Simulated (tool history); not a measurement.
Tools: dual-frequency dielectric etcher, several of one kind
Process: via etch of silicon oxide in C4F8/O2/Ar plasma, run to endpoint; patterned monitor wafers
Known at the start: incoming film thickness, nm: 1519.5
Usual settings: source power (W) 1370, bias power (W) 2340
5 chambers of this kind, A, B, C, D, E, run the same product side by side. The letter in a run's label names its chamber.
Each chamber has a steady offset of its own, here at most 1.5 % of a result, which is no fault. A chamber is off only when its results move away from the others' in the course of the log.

run	hour	source power (W)	bias power (W)	hours since the last wet clean	hours since the last source power generator calibration	hours since the last bias power generator calibration	endpoint time (s)
# hour 1.5: chamber A: wet clean of the chamber
1B	7.0	1370	2340	169.1	576.5	1101.7	330.21
2D	15.2	1370	2340	353.7	389.9	2143.8	328.68
3C	23.5	1370	2340	534.6	803.2	2205.1	336.42
4E	30.8	1370	2340	75.0	573.5	4706.0	332.62
5A	34.9	1370	2340	33.4	583.8	479.3	334.85
6A	40.1	1370	2340	38.6	589.0	484.5	333.39
7D	46.9	1370	2340	385.4	421.6	2175.5	325.88
8E	52.8	1370	2340	97.0	595.5	4728.0	328.11
9B	59.7	1500	2549	221.8	629.2	1154.4	307.44
10C	66.9	1500	2549	578.0	846.6	2248.5	317.36
11A	73.1	1500	2549	71.6	622.0	517.5	311.49
# hour 74.1: chamber C: wet clean of the chamber
12B	79.7	1500	2549	241.8	649.2	1174.4	315.75
13C	86.9	1500	2549	12.9	866.6	2268.5	309.92
14E	93.6	1170	1838	137.8	636.3	4768.8	382.48
15D	100.1	1170	1838	438.6	474.8	2228.7	379.78
16B	106.6	1170	1838	268.7	676.1	1201.3	374.64
17E	111.0	1170	1838	155.2	653.7	4786.2	378.72
18C	117.5	1170	1838	43.5	897.2	2299.1	381.90
19D	122.5	1370	2340	461.0	497.2	2251.1	327.88
20A	131.5	1370	2340	130.0	680.4	575.9	331.39
21E	135.9	1370	2340	180.1	678.6	4811.1	333.07
22A	140.6	1370	2340	139.1	689.5	585.0	334.34
23C	145.8	1370	2340	71.8	925.5	2327.4	337.90
24B	151.9	1370	2340	314.0	721.4	1246.6	326.44
25D	160.3	1160	1928	498.8	535.0	2288.9	374.00
# hour 167.0: chamber D: wet clean of the chamber
26B	168.4	1160	1928	330.5	737.9	1263.1	369.78
27A	174.9	1160	1928	173.4	723.8	619.3	379.54
28D	183.5	1160	1928	16.6	558.2	2312.1	368.29
# hour 187.1: chamber B: wet clean of the chamber
29E	189.2	1160	1928	233.4	731.9	4864.4	377.33
30C	196.8	1370	2340	122.8	976.5	2378.4	335.78
31B	205.0	1370	2340	17.9	774.5	1299.7	329.06
32D	210.5	1370	2340	43.6	585.2	2339.1	326.86
33A	219.1	1370	2340	217.6	768.0	663.5	332.36
# hour 222.5: chamber E: bias power generator calibrated
34E	225.8	1370	2340	270.0	768.5	3.3	330.94
35C	233.8	1370	2340	159.8	1013.5	2415.4	331.73
36D	241.5	1370	2340	74.6	616.2	2370.1	328.77
37A	247.7	1370	2340	246.2	796.6	692.1	336.15
38C	256.8	1370	2340	182.8	1036.5	2438.4	332.12
39B	260.8	1370	2340	73.7	830.3	1355.5	328.17
40E	269.2	1370	2340	313.4	811.9	46.7	333.14
41A	277.7	1370	2340	276.2	826.6	722.1	332.62
42C	284.2	1370	2340	210.2	1063.9	2465.8	334.60
43E	288.8	1370	2840	333.0	831.5	66.3	310.84

What goes on in this fleet: one chamber off, a drifting gauge, or nothing beyond the chambers' own small offsets? Name the chamber and the cause, if any.

No chamber stands off beyond its own small offset, and the gauge holds steady.

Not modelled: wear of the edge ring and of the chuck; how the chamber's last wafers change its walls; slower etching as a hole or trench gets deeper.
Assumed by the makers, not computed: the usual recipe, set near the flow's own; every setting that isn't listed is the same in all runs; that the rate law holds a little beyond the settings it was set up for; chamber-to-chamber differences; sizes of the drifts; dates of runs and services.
